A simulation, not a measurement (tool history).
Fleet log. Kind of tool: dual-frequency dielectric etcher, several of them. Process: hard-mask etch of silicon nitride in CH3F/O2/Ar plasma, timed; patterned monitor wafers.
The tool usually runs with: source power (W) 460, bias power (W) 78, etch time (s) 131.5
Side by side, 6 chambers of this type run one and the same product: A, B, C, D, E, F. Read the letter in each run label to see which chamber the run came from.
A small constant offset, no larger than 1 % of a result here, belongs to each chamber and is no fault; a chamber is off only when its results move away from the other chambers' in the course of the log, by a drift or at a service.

| run | hour | source power (W) | bias power (W) | etch time (s) | read-back reference wafer on the same gauge, depth_nm | mean etch depth across the wafer (nm) |
|---|---|---|---|---|---|---|
| 1E | 9.4 | 460 | 78 | 131.5 | 105.94 | 99.112 |
| 2B | 19.8 | 460 | 78 | 131.5 | 105.93 | 100.57 |
| 3A | 26.5 | 460 | 78 | 131.5 | 105.91 | 100.32 |
| 4F | 36.7 | 460 | 78 | 131.5 | 105.95 | 99.933 |
|  | 40.5 | chamber D: wet clean of the chamber |
| 5D | 44.7 | 460 | 78 | 131.5 | 105.98 | 99.707 |
| 6C | 50.2 | 460 | 78 | 164.5 | 106 | 125.71 |
| 7F | 59.9 | 460 | 78 | 164.5 | 105.98 | 125.01 |
| 8C | 68.2 | 460 | 78 | 164.5 | 106.04 | 125.79 |
| 9A | 74.5 | 460 | 78 | 164.5 | 106.04 | 125.65 |
| 10D | 81.4 | 460 | 78 | 164.5 | 106.03 | 124.49 |
| 11B | 88.2 | 460 | 78 | 164.5 | 106.06 | 125.73 |
| 12E | 95 | 460 | 78 | 131.5 | 106.11 | 99.387 |
| 13F | 102 | 500 | 78 | 131.5 | 106.07 | 102.9 |
| 14A | 111.2 | 500 | 78 | 131.5 | 106.1 | 103.93 |
| 15B | 117.4 | 500 | 78 | 131.5 | 106.11 | 103.5 |
| 16E | 123.9 | 500 | 78 | 131.5 | 106.17 | 102.72 |
|  | 128.6 | chamber E: wet clean of the chamber |
|  | 128.7 | chamber C: wet clean of the chamber |
| 17D | 133.1 | 500 | 78 | 131.5 | 106.11 | 103.03 |
| 18C | 143.5 | 500 | 78 | 131.5 | 106.18 | 103.8 |
| 19E | 148.5 | 460 | 78 | 131.5 | 106.19 | 99.603 |
| 20D | 157.7 | 460 | 78 | 131.5 | 106.23 | 99.975 |
| 21C | 168.1 | 560 | 78 | 131.5 | 106.21 | 108.21 |
| 22B | 174.2 | 560 | 78 | 131.5 | 106.22 | 108.29 |
| 23F | 183.8 | 560 | 78 | 131.5 | 106.22 | 107.93 |
| 24A | 191 | 560 | 78 | 131.5 | 106.26 | 108.54 |
| 25A | 201.4 | 560 | 78 | 131.5 | 106.28 | 108.59 |
| 26F | 208.9 | 560 | 78 | 131.5 | 106.31 | 107.75 |
| 27C | 217.7 | 460 | 78 | 131.5 | 106.27 | 100.82 |
| 28B | 224.8 | 460 | 78 | 131.5 | 106.32 | 100.91 |
|  | 230.5 | chamber F: wet clean of the chamber |
| 29D | 232.2 | 460 | 78 | 131.5 | 106.31 | 100.26 |
| 30E | 240.1 | 460 | 78 | 131.5 | 106.34 | 99.934 |
|  | 241.5 | chamber A: wet clean of the chamber |
| 31F | 248.4 | 460 | 78 | 131.5 | 106.34 | 100.17 |
| 32B | 258.3 | 460 | 78 | 131.5 | 106.37 | 100.79 |
|  | 260.6 | chamber D: bias power generator calibrated |
| 33A | 268.4 | 460 | 78 | 131.5 | 106.37 | 100.76 |
| 34D | 273.9 | 460 | 78 | 131.5 | 106.41 | 99.877 |
| 35E | 284.3 | 460 | 86 | 161 | 106.42 | 126.68 |
| 36C | 290.8 | 460 | 86 | 161 | 106.4 | 127.82 |
| 37C | 298.6 | 460 | 86 | 161 | 106.46 | 127.5 |

Next, every chamber runs the same settings. What will each give?
| 38A | 306.2 | 460 | 72 | 131.5 |  | ? |
| 38B | 306.2 | 460 | 72 | 131.5 |  | ? |
| 38C | 306.2 | 460 | 72 | 131.5 |  | ? |
| 38D | 306.2 | 460 | 72 | 131.5 |  | ? |
| 38E | 306.2 | 460 | 72 | 131.5 |  | ? |
| 38F | 306.2 | 460 | 72 | 131.5 |  | ? |

| run | mean etch depth across the wafer (nm) |
|---|---|
| 38A | 98.265 |
| 38B | 97.996 |
| 38C | 98.25 |
| 38D | 97.476 |
| 38E | 97.036 |
| 38F | 97.693 |
